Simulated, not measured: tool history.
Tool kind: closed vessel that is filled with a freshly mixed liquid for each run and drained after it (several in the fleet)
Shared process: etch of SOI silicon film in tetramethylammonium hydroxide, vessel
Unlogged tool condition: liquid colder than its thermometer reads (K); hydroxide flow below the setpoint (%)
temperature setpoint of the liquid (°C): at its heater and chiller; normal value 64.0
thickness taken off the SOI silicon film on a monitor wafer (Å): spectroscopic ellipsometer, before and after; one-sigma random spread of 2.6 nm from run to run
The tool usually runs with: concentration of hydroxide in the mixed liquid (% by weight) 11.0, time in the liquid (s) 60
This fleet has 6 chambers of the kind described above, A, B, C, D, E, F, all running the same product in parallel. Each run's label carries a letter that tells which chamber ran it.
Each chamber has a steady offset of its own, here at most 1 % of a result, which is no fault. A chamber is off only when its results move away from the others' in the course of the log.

| run | day | temperature setpoint of the liquid (°C) | concentration of hydroxide in the mixed liquid (% by weight) | time in the liquid (s) | hours since the thermometer was replaced | hours since the hydroxide flow meter was replaced | read-back film thickness of the SOI silicon film reference wafer, read on the same gauge (nm) | thickness taken off the SOI silicon film on a monitor wafer (Å) |
|---|---|---|---|---|---|---|---|---|
| 1F | 0.525 | 64.0 | 11.0 | 60 | 343.3 | 127.2 | 90.020 | 2918.4 |
|  | 0.654 | chamber A: hydroxide flow meter replaced |
| 2C | 0.971 | 64.0 | 11.0 | 60 | 1834.8 | 212.2 | 90.004 | 2879.6 |
| 3B | 1.250 | 64.0 | 11.0 | 60 | 1102.2 | 1593.5 | 89.997 | 2922.4 |
| 4D | 1.596 | 64.0 | 11.0 | 60 | 291.3 | 311.7 | 89.989 | 2937.5 |
| 5A | 1.929 | 64.0 | 11.0 | 60 | 2036.8 | 30.6 | 89.992 | 3011.7 |
| 6E | 2.367 | 64.0 | 11.0 | 60 | 918.8 | 721.6 | 90.004 | 3012.9 |
| 7F | 2.679 | 64.0 | 11.0 | 60 | 395.0 | 178.9 | 90.013 | 2988.9 |
|  | 2.892 | chamber C: thermometer replaced |
| 8B | 2.962 | 64.0 | 11.0 | 60 | 1143.3 | 1634.6 | 89.997 | 2896.3 |
| 9C | 3.375 | 67.0 | 13.5 | 60 | 11.6 | 269.9 | 89.974 | 3232.7 |
| 10E | 3.933 | 67.0 | 13.5 | 60 | 956.4 | 759.2 | 89.977 | 3284.0 |
| 11D | 4.267 | 67.0 | 13.5 | 60 | 355.4 | 375.8 | 90.036 | 3280.5 |
| 12A | 4.862 | 67.0 | 13.5 | 60 | 2107.2 | 101.0 | 90.052 | 3265.4 |
| 13E | 5.162 | 67.0 | 13.5 | 60 | 985.9 | 788.7 | 90.026 | 3218.8 |
| 14B | 5.625 | 67.0 | 13.5 | 60 | 1207.2 | 1698.5 | 90.035 | 3252.6 |
| 15F | 6.012 | 64.0 | 8.5 | 60 | 475.0 | 258.9 | 90.013 | 3279.8 |
| 16A | 6.342 | 64.0 | 8.5 | 60 | 2142.7 | 136.5 | 89.974 | 3244.4 |
| 17C | 6.817 | 64.0 | 8.5 | 60 | 94.2 | 352.5 | 89.978 | 3228.3 |
| 18D | 7.433 | 64.0 | 8.5 | 60 | 431.4 | 451.8 | 89.984 | 3271.8 |
| 19B | 7.975 | 64.0 | 8.5 | 60 | 1263.6 | 1754.9 | 89.998 | 3210.0 |
| 20F | 8.304 | 64.0 | 8.5 | 60 | 530.0 | 313.9 | 89.991 | 3217.5 |
|  | 8.450 | chamber B: thermometer replaced |
| 21C | 8.600 | 64.0 | 11.0 | 60 | 137.0 | 395.3 | 89.969 | 2957.5 |
| 22E | 9.204 | 64.0 | 11.0 | 60 | 1082.9 | 885.7 | 90.028 | 2882.4 |
| 23D | 9.692 | 64.0 | 11.0 | 60 | 485.6 | 506.0 | 89.963 | 2960.9 |
| 24A | 10.029 | 64.0 | 11.0 | 60 | 2231.2 | 225.0 | 90.000 | 2972.3 |
| 25E | 10.325 | 64.0 | 11.0 | 60 | 1109.8 | 912.6 | 90.003 | 2871.3 |
| 26C | 10.967 | 64.0 | 8.0 | 30 | 193.8 | 452.1 | 89.998 | 1646.0 |
| 27D | 11.288 | 64.0 | 8.0 | 30 | 523.9 | 544.3 | 90.003 | 1673.3 |
| 28F | 11.833 | 64.0 | 8.0 | 30 | 614.7 | 398.6 | 89.998 | 1664.3 |
| 29B | 12.250 | 64.0 | 8.0 | 30 | 91.3 | 1857.5 | 90.022 | 1637.1 |
| 30A | 12.829 | 64.0 | 8.0 | 30 | 2298.4 | 292.2 | 90.013 | 1674.6 |
| 31C | 13.412 | 64.0 | 8.0 | 30 | 252.5 | 510.8 | 89.967 | 1637.8 |
|  | 13.600 | chamber A: thermometer replaced |
| 32E | 13.846 | 64.0 | 11.0 | 60 | 1194.3 | 997.1 | 90.017 | 2844.9 |
| 33D | 14.408 | 64.0 | 11.0 | 60 | 598.8 | 619.2 | 90.004 | 2971.3 |
| 34A | 14.700 | 64.0 | 11.0 | 60 | 26.4 | 337.1 | 89.966 | 2966.6 |
| 35F | 15.262 | 59.5 | 13.5 | 60 | 697.0 | 480.9 | 90.020 | 2082.7 |
| 36B | 15.571 | 59.5 | 13.5 | 60 | 171.0 | 1937.2 | 89.987 | 2074.2 |
| 37C | 15.867 | 59.5 | 13.5 | 60 | 311.4 | 569.7 | 89.972 | 2045.8 |

Is one chamber out of step, is the gauge drifting, or do the chambers differ by no more than their own small offsets? For an off chamber, give its letter and the likeliest cause.

One chamber, E, drifts off from the rest bit by bit.
Most likely cause: liquid colder than its thermometer reads (K) = 0.851.
The log may not tell that from: hydroxide flow above the setpoint (%).

Here are 4 candidates for chamber E's next run, each the usual settings with a change, their results left as question marks. Which one brings its results back in line with what the others give on the usual settings?
A result is in line if it is within this distance of the other chambers' mean on the usual settings: thickness taken off the SOI silicon film on a monitor wafer (Å) 90.0
| 38E-1 | 16.329 | 65.0 | 11.0 | 60 |  |  |  | ? |
| 38E-2 | 16.329 | 64.0 | 14.0 | 60 |  |  |  | ? |
| 38E-3 | 16.329 | 63.0 | 11.0 | 60 |  |  |  | ? |
| 38E-4 | 16.329 | 64.5 | 11.0 | 65 |  |  |  | ? |

Usual-settings mean across the other chambers: thickness taken off the SOI silicon film on a monitor wafer (Å) 2959.9
| run | thickness taken off the SOI silicon film on a monitor wafer (Å) |
|---|---|
| 38E-1 | 2993.4 |
| 38E-2 | 2544.7 |
| 38E-3 | 2650.5 |
| 38E-4 | 3147.6 |
It is 38E-1 that realigns the chamber with its peers.

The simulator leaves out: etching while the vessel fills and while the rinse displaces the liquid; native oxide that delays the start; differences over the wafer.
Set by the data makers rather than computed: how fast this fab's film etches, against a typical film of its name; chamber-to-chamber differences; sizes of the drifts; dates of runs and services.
